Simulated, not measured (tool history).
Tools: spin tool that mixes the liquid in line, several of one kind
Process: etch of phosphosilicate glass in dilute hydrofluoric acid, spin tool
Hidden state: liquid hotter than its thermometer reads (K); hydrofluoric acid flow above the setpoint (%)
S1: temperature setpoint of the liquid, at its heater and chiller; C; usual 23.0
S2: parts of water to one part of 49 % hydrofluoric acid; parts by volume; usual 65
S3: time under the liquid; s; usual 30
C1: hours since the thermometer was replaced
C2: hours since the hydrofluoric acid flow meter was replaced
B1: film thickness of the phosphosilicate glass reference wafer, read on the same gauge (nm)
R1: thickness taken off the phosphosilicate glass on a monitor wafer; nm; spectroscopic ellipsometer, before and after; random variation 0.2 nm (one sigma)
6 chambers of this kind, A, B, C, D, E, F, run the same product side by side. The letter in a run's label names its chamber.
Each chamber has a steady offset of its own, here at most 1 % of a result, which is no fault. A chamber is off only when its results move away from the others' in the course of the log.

| run | hour | S1 | S2 | S3 | C1 | C2 | B1 | R1 |
|---|---|---|---|---|---|---|---|---|
|  | 0.4 | chamber A: thermometer replaced |
| 1C | 3.0 | 23.0 | 65 | 30 | 565.6 | 688.0 | 90.018 | 27.747 |
| 2A | 6.4 | 23.0 | 65 | 30 | 6.1 | 1637.8 | 90.020 | 28.113 |
| 3B | 10.3 | 23.0 | 65 | 30 | 139.1 | 15.6 | 89.970 | 28.164 |
| 4E | 13.1 | 23.0 | 65 | 30 | 2204.4 | 487.3 | 90.025 | 28.097 |
| 5F | 17.4 | 23.0 | 65 | 30 | 1547.1 | 786.1 | 89.974 | 27.972 |
| 6D | 19.5 | 23.0 | 65 | 30 | 1973.5 | 1010.6 | 89.998 | 28.395 |
| 7D | 21.8 | 23.0 | 65 | 30 | 1975.8 | 1012.9 | 90.032 | 27.817 |
| 8E | 25.9 | 19.5 | 75 | 30 | 2217.2 | 500.1 | 90.011 | 20.958 |
| 9C | 29.8 | 19.5 | 75 | 30 | 592.4 | 714.8 | 90.004 | 20.095 |
| 10A | 33.3 | 19.5 | 75 | 30 | 33.0 | 1664.7 | 89.992 | 20.841 |
| 11B | 38.3 | 19.5 | 75 | 30 | 167.1 | 43.6 | 90.005 | 20.554 |
| 12F | 42.3 | 19.5 | 75 | 30 | 1572.0 | 811.0 | 89.995 | 20.508 |
| 13D | 45.1 | 19.5 | 75 | 30 | 1999.1 | 1036.2 | 90.000 | 20.696 |
| 14F | 49.8 | 23.0 | 65 | 30 | 1579.5 | 818.5 | 89.991 | 28.035 |
| 15B | 54.3 | 23.0 | 40 | 45 | 183.1 | 59.6 | 89.955 | 71.315 |
| 16E | 57.9 | 23.0 | 40 | 45 | 2249.2 | 532.1 | 90.017 | 70.526 |
| 17A | 61.9 | 23.0 | 40 | 45 | 61.6 | 1693.3 | 90.002 | 71.781 |
| 18C | 65.2 | 23.0 | 40 | 45 | 627.8 | 750.2 | 89.995 | 70.251 |
| 19B | 70.1 | 23.0 | 40 | 45 | 198.9 | 75.4 | 90.019 | 70.439 |
| 20C | 74.6 | 23.0 | 40 | 45 | 637.2 | 759.6 | 89.998 | 69.373 |
| 21E | 77.6 | 23.0 | 65 | 30 | 2268.9 | 551.8 | 89.977 | 28.235 |
| 22F | 80.7 | 23.0 | 65 | 30 | 1610.4 | 849.4 | 90.015 | 27.915 |
| 23A | 84.3 | 23.0 | 65 | 30 | 84.0 | 1715.7 | 89.965 | 27.592 |
| 24D | 89.2 | 23.0 | 65 | 30 | 2043.2 | 1080.3 | 90.041 | 28.382 |
| 25A | 93.2 | 23.0 | 65 | 30 | 92.9 | 1724.6 | 89.967 | 28.159 |
| 26E | 97.3 | 27.0 | 65 | 30 | 2288.6 | 571.5 | 89.988 | 33.008 |
| 27C | 99.9 | 27.0 | 65 | 30 | 662.5 | 784.9 | 89.988 | 32.138 |
| 28D | 102.6 | 27.0 | 65 | 30 | 2056.6 | 1093.7 | 90.031 | 34.183 |
| 29F | 107.4 | 27.0 | 65 | 30 | 1637.1 | 876.1 | 90.026 | 32.879 |
| 30B | 112.2 | 27.0 | 65 | 30 | 241.0 | 117.5 | 90.006 | 33.127 |
| 31B | 116.3 | 27.0 | 65 | 30 | 245.1 | 121.6 | 90.004 | 32.737 |
| 32F | 119.6 | 23.0 | 65 | 30 | 1649.3 | 888.3 | 90.017 | 27.696 |
| 33A | 122.0 | 23.0 | 65 | 30 | 121.7 | 1753.4 | 89.980 | 27.710 |
| 34C | 125.5 | 23.0 | 65 | 30 | 688.1 | 810.5 | 89.984 | 27.844 |
| 35D | 130.1 | 23.0 | 65 | 30 | 2084.1 | 1121.2 | 90.007 | 29.673 |
| 36E | 134.6 | 23.0 | 65 | 30 | 2325.9 | 608.8 | 89.963 | 28.071 |
| 37F | 139.6 | 23.0 | 90 | 50 | 1669.3 | 908.3 | 89.989 | 32.621 |
| 38D | 143.4 | 23.0 | 90 | 50 | 2097.4 | 1134.5 | 90.000 | 35.832 |
| 39B | 148.2 | 23.0 | 90 | 50 | 277.0 | 153.5 | 90.018 | 32.727 |
| 40C | 152.2 | 23.0 | 90 | 50 | 714.8 | 837.2 | 90.010 | 32.079 |

All 6 chambers run these settings next. Forecast each chamber's results:
| 41A | 155.9 | 23.0 | 80 | 30 |  |  |  | ? |
| 41B | 155.9 | 23.0 | 80 | 30 |  |  |  | ? |
| 41C | 155.9 | 23.0 | 80 | 30 |  |  |  | ? |
| 41D | 155.9 | 23.0 | 80 | 30 |  |  |  | ? |
| 41E | 155.9 | 23.0 | 80 | 30 |  |  |  | ? |
| 41F | 155.9 | 23.0 | 80 | 30 |  |  |  | ? |

| run | R1 |
|---|---|
| 41A | 22.066 |
| 41B | 22.719 |
| 41C | 21.978 |
| 41D | 24.648 |
| 41E | 22.539 |
| 41F | 22.236 |

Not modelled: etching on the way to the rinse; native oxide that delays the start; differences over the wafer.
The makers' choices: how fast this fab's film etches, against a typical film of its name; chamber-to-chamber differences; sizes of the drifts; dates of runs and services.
